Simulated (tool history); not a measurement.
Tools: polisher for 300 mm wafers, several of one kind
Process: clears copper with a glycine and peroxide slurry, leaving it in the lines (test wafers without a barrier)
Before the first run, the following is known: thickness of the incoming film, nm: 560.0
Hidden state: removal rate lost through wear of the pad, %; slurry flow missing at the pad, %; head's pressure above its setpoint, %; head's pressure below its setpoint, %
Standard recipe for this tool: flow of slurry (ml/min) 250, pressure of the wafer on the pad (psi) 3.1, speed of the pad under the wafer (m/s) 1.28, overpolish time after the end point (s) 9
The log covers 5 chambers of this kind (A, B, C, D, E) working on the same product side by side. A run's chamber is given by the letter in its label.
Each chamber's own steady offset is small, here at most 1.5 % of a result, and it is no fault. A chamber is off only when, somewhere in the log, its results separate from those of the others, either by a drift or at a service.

| run | hour | flow of slurry (ml/min) | pressure of the wafer on the pad (psi) | speed of the pad under the wafer (m/s) | overpolish time after the end point (s) | wafers polished on this pad | hours since the slurry nozzle was cleaned | hours since the head pressure was calibrated | time until the end point was called (s) | dishing of a wide line in a test structure (nm) |
|---|---|---|---|---|---|---|---|---|---|---|
|  | 7.9 | chamber C: worn pad replaced by a new one |
| 1B | 13.8 | 250 | 3.1 | 1.28 | 9 | 1040 | 36.3 | 373.6 | 76.265 | 46.294 |
|  | 15.1 | chamber D: worn pad replaced by a new one |
|  | 24.7 | chamber D: slurry nozzle cleaned |
| 2A | 24.9 | 250 | 3.1 | 1.28 | 9 | 829 | 316.8 | 553 | 78.748 | 46.121 |
| 3E | 35.9 | 250 | 3.1 | 1.28 | 9 | 1357 | 415.4 | 62.4 | 75.953 | 44.999 |
|  | 38.2 | chamber E: worn pad replaced by a new one |
| 4C | 45.5 | 250 | 3.1 | 1.28 | 9 | 520 | 646.5 | 275.9 | 77.574 | 46.108 |
|  | 59.2 | chamber A: worn pad replaced by a new one |
| 5D | 59.4 | 250 | 3.1 | 1.28 | 9 | 613 | 34.8 | 1262.4 | 76.763 | 46.687 |
| 6B | 72.1 | 250 | 3.1 | 1.28 | 9 | 1846 | 94.6 | 431.9 | 75.734 | 45.736 |
| 7A | 80 | 250 | 3.1 | 1.28 | 9 | 288 | 371.9 | 608.1 | 75.52 | 45.652 |
| 8D | 91.5 | 250 | 2.3 | 1.28 | 9 | 1057 | 66.9 | 1294.5 | 99.043 | 37.735 |
|  | 101.2 | chamber D: worn pad replaced by a new one |
| 9E | 105.3 | 250 | 2.3 | 1.28 | 9 | 928 | 484.8 | 131.8 | 96.359 | 37.234 |
|  | 108.2 | chamber C: worn pad replaced by a new one |
| 10C | 119.9 | 250 | 2.3 | 1.28 | 9 | 162 | 720.9 | 350.3 | 98.494 | 36.795 |
|  | 126.7 | chamber E: worn pad replaced by a new one |
| 11B | 133.6 | 250 | 2.3 | 1.28 | 9 | 2697 | 156.1 | 493.4 | 97.432 | 36.505 |
|  | 147.1 | chamber A: worn pad replaced by a new one |
| 12D | 148.1 | 250 | 2.3 | 1.28 | 9 | 649 | 123.5 | 1351.1 | 101.42 | 36.737 |
| 13A | 161.7 | 250 | 3.1 | 1.28 | 9 | 203 | 453.6 | 689.8 | 77.59 | 45.16 |
|  | 166.4 | chamber A: head pressure recalibrated |
| 14E | 169.4 | 250 | 3.1 | 1.28 | 9 | 592 | 548.9 | 195.9 | 76.244 | 47.203 |
| 15C | 178 | 250 | 3.1 | 1.28 | 9 | 966 | 779 | 408.4 | 76.566 | 44.825 |
|  | 188.5 | chamber D: worn pad replaced by a new one |
| 16B | 189.6 | 250 | 2.7 | 1.28 | 7 | 3472 | 212.1 | 549.4 | 86.668 | 32.615 |
| 17A | 205.3 | 250 | 2.7 | 1.28 | 7 | 806 | 497.2 | 38.9 | 88.439 | 31.996 |
|  | 207.6 | chamber E: worn pad replaced by a new one |
|  | 211.7 | chamber C: worn pad replaced by a new one |
| 18C | 215.1 | 250 | 2.7 | 1.28 | 7 | 47 | 816.1 | 445.5 | 85.596 | 33.551 |
| 19D | 222.1 | 250 | 2.7 | 1.28 | 7 | 465 | 197.5 | 1425.1 | 87.201 | 33.157 |
| 20E | 238.3 | 250 | 2.7 | 1.28 | 7 | 426 | 617.8 | 264.8 | 82.456 | 33.138 |
|  | 239.8 | chamber A: worn pad replaced by a new one |
| 21E | 246.8 | 250 | 2 | 1.28 | 9 | 543 | 626.3 | 273.3 | 106.36 | 33.295 |
|  | 249.9 | chamber E: slurry nozzle cleaned |
| 22D | 255.3 | 250 | 2 | 1.28 | 9 | 924 | 230.7 | 1458.3 | 109.03 | 32.889 |
| 23C | 262.8 | 250 | 2 | 1.28 | 9 | 707 | 863.8 | 493.2 | 107.6 | 32.4 |
|  | 264.3 | chamber A: slurry nozzle cleaned |
| 24A | 276.9 | 250 | 2 | 1.28 | 9 | 513 | 12.6 | 110.5 | 111.85 | 32.629 |
|  | 277.7 | chamber D: worn pad replaced by a new one |
| 25B | 291.1 | 250 | 2 | 1.28 | 9 | 4876 | 313.6 | 650.9 | 115.55 | 30.764 |
|  | 296 | chamber C: worn pad replaced by a new one |
| 26A | 300.9 | 250 | 3.1 | 1.28 | 9 | 846 | 36.6 | 134.5 | 74.551 | 46.239 |
|  | 301.2 | chamber E: worn pad replaced by a new one |
|  | 308.9 | chamber E: head pressure recalibrated |
|  | 309.3 | chamber D: head pressure recalibrated |
| 27C | 312.5 | 250 | 3.1 | 1.28 | 9 | 228 | 913.5 | 542.9 | 76.3 | 44.116 |
| 28D | 319.6 | 250 | 3.1 | 1.66 | 9 | 579 | 295 | 10.4 | 61.302 | 54.602 |
|  | 320.1 | chamber A: worn pad replaced by a new one |
| 29B | 328.5 | 250 | 3.1 | 1.66 | 9 | 5394 | 351 | 688.3 | 64.728 | 52.673 |
|  | 333.2 | chamber B: slurry nozzle cleaned |
| 30E | 335.9 | 250 | 3.1 | 1.66 | 9 | 481 | 86.1 | 27 | 61.512 | 56.926 |
| 31D | 350.9 | 250 | 3.1 | 1.66 | 9 | 1012 | 326.3 | 41.7 | 61.214 | 58.005 |
|  | 361.1 | chamber C: slurry nozzle cleaned |
|  | 363.5 | chamber D: worn pad replaced by a new one |
| 32E | 366.9 | 250 | 3.1 | 1.66 | 9 | 910 | 117.1 | 58 | 59.542 | 55.217 |
| 33B | 374.7 | 250 | 3.1 | 1.28 | 9 | 6033 | 41.5 | 734.5 | 79.354 | 43.984 |
| 34A | 383.2 | 250 | 3.1 | 1.28 | 9 | 873 | 118.9 | 216.8 | 75.608 | 46.543 |
|  | 383.5 | chamber C: worn pad replaced by a new one |
| 35C | 390.9 | 250 | 3.1 | 1.28 | 9 | 102 | 29.9 | 621.3 | 75.306 | 46.735 |
|  | 400.6 | chamber E: worn pad replaced by a new one |
| 36A | 405.6 | 250 | 3.1 | 1.28 | 9 | 1182 | 141.3 | 239.2 | 78.398 | 45.945 |
| 37E | 415.7 | 250 | 3.1 | 1.28 | 9 | 210 | 165.9 | 106.8 | 78.016 | 45.179 |
| 38B | 428.5 | 250 | 3.1 | 1.28 | 9 | 6777 | 95.3 | 788.3 | 83.057 | 41.634 |
| 39D | 443.4 | 250 | 3.1 | 1.28 | 9 | 1105 | 418.8 | 134.2 | 76.245 | 45.84 |
| 40C | 451.4 | 250 | 3.1 | 1.28 | 9 | 939 | 90.4 | 681.8 | 73.896 | 49.342 |
| 41B | 460.4 | 250 | 2.3 | 1.58 | 9 | 7219 | 127.2 | 820.2 | 86.694 | 39.846 |

Decide between three cases: one chamber stands off from its peers, the gauge reading all wafers drifts, or nothing is wrong past each chamber's small offset. Where a chamber is off, say which and what most likely put it there.

One chamber, B, drifts off from the rest bit by bit.
Cause: removal rate lost through wear of the pad, % = 8.97.
The log may not separate it from: head's pressure below its setpoint, %.

Below are 4 candidate recipes for chamber B's next run, each the usual settings with a change, their results shown as question marks. Which of them brings B's results back in line with what the other chambers give on the usual settings?
Counts as in line when no further than this from what the other chambers average on the usual settings: time until the end point was called (s) 4.2; dishing of a wide line in a test structure (nm) 3.5
| 42B-1 | 472.1 | 255 | 3.5 | 1.42 | 9 |  |  |  | ? | ? |
| 42B-2 | 472.1 | 245 | 2.8 | 1.14 | 9 |  |  |  | ? | ? |
| 42B-3 | 472.1 | 250 | 2.9 | 1.22 | 9 |  |  |  | ? | ? |
| 42B-4 | 472.1 | 250 | 3.3 | 1.34 | 9 |  |  |  | ? | ? |

Usual-settings mean across the other chambers: time until the end point was called (s) 76.421; dishing of a wide line in a test structure (nm) 46.39
| run | time until the end point was called (s) | dishing of a wide line in a test structure (nm) |
|---|---|---|
| 42B-1 | 68.002 | 50.687 |
| 42B-2 | 100.14 | 35.837 |
| 42B-3 | 91.575 | 38.832 |
| 42B-4 | 75.547 | 46.185 |
With 42B-4, the chamber falls back in line with the rest.

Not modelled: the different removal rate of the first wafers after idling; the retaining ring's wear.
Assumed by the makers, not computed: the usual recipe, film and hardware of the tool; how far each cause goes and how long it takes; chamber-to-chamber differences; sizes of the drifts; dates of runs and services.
